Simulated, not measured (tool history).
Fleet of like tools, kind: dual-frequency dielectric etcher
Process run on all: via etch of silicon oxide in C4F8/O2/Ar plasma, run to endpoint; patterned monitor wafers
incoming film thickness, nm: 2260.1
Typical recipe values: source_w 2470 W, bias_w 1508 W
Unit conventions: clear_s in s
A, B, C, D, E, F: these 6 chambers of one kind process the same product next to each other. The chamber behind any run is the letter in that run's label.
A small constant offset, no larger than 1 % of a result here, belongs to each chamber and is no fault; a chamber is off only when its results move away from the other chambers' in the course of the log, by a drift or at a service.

run,day,source_w,bias_w,hours since the last wet clean,hours since the last source power generator calibration,hours since the last bias power generator calibration,clear_s
1A,0.233,2470,1508,200.6,1959.6,960.4,444.06
2B,0.438,2470,1508,121.9,588,1064.9,446.59
3C,0.646,2470,1508,75.3,1799.8,1371.3,437.92
4F,0.912,2470,1508,573.3,807.1,3292.7,437.15
# day 1.138: chamber D: wet clean of the chamber
5D,1.146,2470,1508,0.3,400.9,1335.9,440.71
6E,1.421,2470,1676,314.1,623.6,214.6,432.24
# day 1.617: chamber F: wet clean of the chamber
7F,1.692,2470,1676,1.9,825.8,3311.4,425.91
8C,1.9,2470,1676,105.4,1829.9,1401.4,430.17
9E,2.088,2470,1676,330.1,639.6,230.6,434.11
10D,2.354,2470,1676,29.3,429.9,1364.9,427.49
11A,2.625,2470,1676,258,2017,1017.8,429.34
12B,2.85,2470,1508,179.8,645.9,1122.8,442.04
13A,3.033,2470,1508,267.8,2026.8,1027.6,440.7
14F,3.3,2470,1508,40.5,864.4,3350,441.29
15D,3.429,2470,1508,55.1,455.7,1390.7,441.82
16C,3.621,2470,1508,146.7,1871.2,1442.7,437.45
17E,3.883,2470,1508,373.2,682.7,273.7,442.23
18B,4.079,2470,1508,209.3,675.4,1152.3,448.07
19D,4.292,2470,1508,75.8,476.4,1411.4,440.61
20B,4.467,2470,1508,218.6,684.7,1161.6,444.33
21F,4.592,2470,1508,71.5,895.4,3381,437.61
22A,4.725,2470,1508,308.4,2067.4,1068.2,440.07
23C,4.971,2840,1706,179.1,1903.6,1475.1,403.54
24E,5.117,2840,1706,402.8,712.3,303.3,406.57
25A,5.367,2840,1706,323.8,2082.8,1083.6,400.48
26C,5.558,2840,1706,193.2,1917.7,1489.2,401.13
27E,5.679,2840,1706,416.3,725.8,316.8,405.47
28F,5.825,2840,1706,101.1,925,3410.6,402.26
29D,6.062,2470,1508,118.3,518.9,1453.9,440.44
30B,6.279,2900,1508,262.1,728.2,1205.1,418.63
31A,6.554,2900,1508,352.3,2111.3,1112.1,408.16
32B,6.767,2900,1508,273.8,739.9,1216.8,415.25
33D,6.946,2900,1508,139.5,540.1,1475.1,414.67
34F,7.208,2900,1508,134.3,958.2,3443.8,411.82
35C,7.388,2900,1508,237.1,1961.6,1533.1,412.1
36E,7.629,2470,1508,463.1,772.6,363.6,443.4
37F,7.829,2230,1253,149.2,973.1,3458.7,479.62
38D,8.088,2230,1253,166.9,567.5,1502.5,482.51
39B,8.338,2230,1253,311.5,777.6,1254.5,485.86
40A,8.479,2230,1253,398.5,2157.5,1158.3,470.91
41C,8.717,2230,1253,269,1993.5,1565,480.92

Next, every chamber runs the same settings. What will each give?
42A,8.921,2470,1732,,,,?
42B,8.921,2470,1732,,,,?
42C,8.921,2470,1732,,,,?
42D,8.921,2470,1732,,,,?
42E,8.921,2470,1732,,,,?
42F,8.921,2470,1732,,,,?

run,clear_s
42A,413.56
42B,428.36
42C,422.25
42D,423.87
42E,425
42F,424.2
